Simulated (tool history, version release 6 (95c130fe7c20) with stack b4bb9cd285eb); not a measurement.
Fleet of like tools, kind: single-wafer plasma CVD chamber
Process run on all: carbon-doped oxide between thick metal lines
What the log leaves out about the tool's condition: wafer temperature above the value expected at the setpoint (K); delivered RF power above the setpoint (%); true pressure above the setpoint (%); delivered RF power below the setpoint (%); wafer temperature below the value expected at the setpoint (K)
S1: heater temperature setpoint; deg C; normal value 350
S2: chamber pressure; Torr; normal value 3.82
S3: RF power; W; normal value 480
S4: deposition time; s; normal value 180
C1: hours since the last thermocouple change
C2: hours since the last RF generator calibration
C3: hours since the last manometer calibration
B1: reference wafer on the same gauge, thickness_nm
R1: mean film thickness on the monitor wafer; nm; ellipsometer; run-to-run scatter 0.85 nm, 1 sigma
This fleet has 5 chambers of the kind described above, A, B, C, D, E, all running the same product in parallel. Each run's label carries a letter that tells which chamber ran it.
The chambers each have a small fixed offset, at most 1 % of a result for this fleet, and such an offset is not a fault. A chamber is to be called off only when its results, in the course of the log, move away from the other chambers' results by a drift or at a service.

run	hour	S1	S2	S3	S4	C1	C2	C3	B1	R1
1A	8.2	350	3.82	480	180	451.3	33.2	1803.9	782.03	850.26
2D	16.7	350	3.82	480	180	413	1479.3	1470.3	781.74	850.41
3E	23.9	350	3.82	480	180	2788.4	201	1640.4	781.85	850.5
4C	32.3	350	3.82	480	180	713.4	442.3	802.8	781.53	840.51
5B	38.6	350	3.82	480	180	2064.7	647.1	1798.6	781.48	849.98
6E	45.9	350	3.82	480	180	2810.4	223	1662.4	781.56	849.71
7D	50.7	350	3.82	560	180	447	1513.3	1504.3	781.33	934.55
8B	58	350	3.82	560	180	2084.1	666.5	1818	781.28	932.96
# hour 62: chamber E: thermocouple changed; heater temperature recalibrated
# hour 66.3: chamber D: capacitance manometer re-zeroed and calibrated
9C	66.5	350	3.82	560	180	747.6	476.5	837	781.38	924.52
10A	71.2	350	3.82	560	180	514.3	96.2	1866.9	781.01	933.65
11A	75.3	350	3.82	560	180	518.4	100.3	1871	781.29	932.48
12E	84	350	3.82	510	180	22.1	261.1	1700.5	781.02	881.94
13B	89.1	350	3.82	510	180	2115.2	697.6	1849.1	780.93	881.55
14D	94.2	350	3.82	510	180	490.5	1556.8	28	780.59	882.54
15C	99.2	350	3.82	510	180	780.3	509.2	869.7	780.86	873.69
16A	106.4	350	3.82	510	180	549.5	131.4	1902.1	780.84	882.53
17D	110.6	350	3.82	480	180	506.9	1573.2	44.4	780.82	848.76
18B	118.1	350	3.82	480	180	2144.2	726.6	1878.1	780.67	846.7
19C	125.4	350	3.82	480	180	806.5	535.4	895.9	780.49	840.23
20E	130.8	350	3.82	480	180	68.9	307.9	1747.3	780.3	847.72
21B	139.4	350	3.82	480	180	2165.5	747.9	1899.4	780.26	847.24
22C	144.5	350	3.82	480	180	825.6	554.5	915	780.13	841.52
23A	152.4	350	3.82	480	180	595.5	177.4	1948.1	780.06	848.72
24E	157.8	350	3.82	480	180	95.9	334.9	1774.3	780.03	846.81
25D	165.5	350	3.82	480	180	561.8	1628.1	99.3	780.16	850.58
# hour 171.2: chamber E: capacitance manometer re-zeroed and calibrated
26E	172.9	350	3.82	445	180	111	350	1.8	779.73	807.28
27B	180.5	350	3.82	445	180	2206.6	789	1940.5	779.63	805.23
28C	185	350	3.82	445	180	866.1	595	955.5	779.52	798.36
29D	192.4	350	3.82	445	180	588.7	1655	126.2	779.62	806.43
# hour 195: chamber A: capacitance manometer re-zeroed and calibrated
30A	198.9	350	3.82	445	180	642	223.9	3.9	779.48	805.34
31B	204.2	350	3.82	480	180	2230.3	812.7	1964.2	779.55	847.21
32A	212.6	350	3.82	480	180	655.7	237.6	17.6	779.44	847.16
33C	221.5	350	3.82	480	180	902.6	631.5	992	779.29	838.61
34E	225.9	350	3.82	480	180	164	403	54.8	779.29	847.71
35D	233.9	350	3.82	480	180	630.2	1696.5	167.7	779.15	847.61
36D	241.5	350	3.82	480	180	637.8	1704.1	175.3	779.07	848.39
37A	246.8	350	3.82	480	180	689.9	271.8	51.8	778.86	846.86
38E	254	350	3.82	480	180	192.1	431.1	82.9	778.76	847.23

Decide between three cases: one chamber stands off from its peers, the gauge reading all wafers drifts, or nothing is wrong past each chamber's small offset. Where a chamber is off, say which and what most likely put it there.

The shared gauge is drifting. All chambers look as if they move in step, but none is off.
Cause: gauge reads low (%) = 0.412.

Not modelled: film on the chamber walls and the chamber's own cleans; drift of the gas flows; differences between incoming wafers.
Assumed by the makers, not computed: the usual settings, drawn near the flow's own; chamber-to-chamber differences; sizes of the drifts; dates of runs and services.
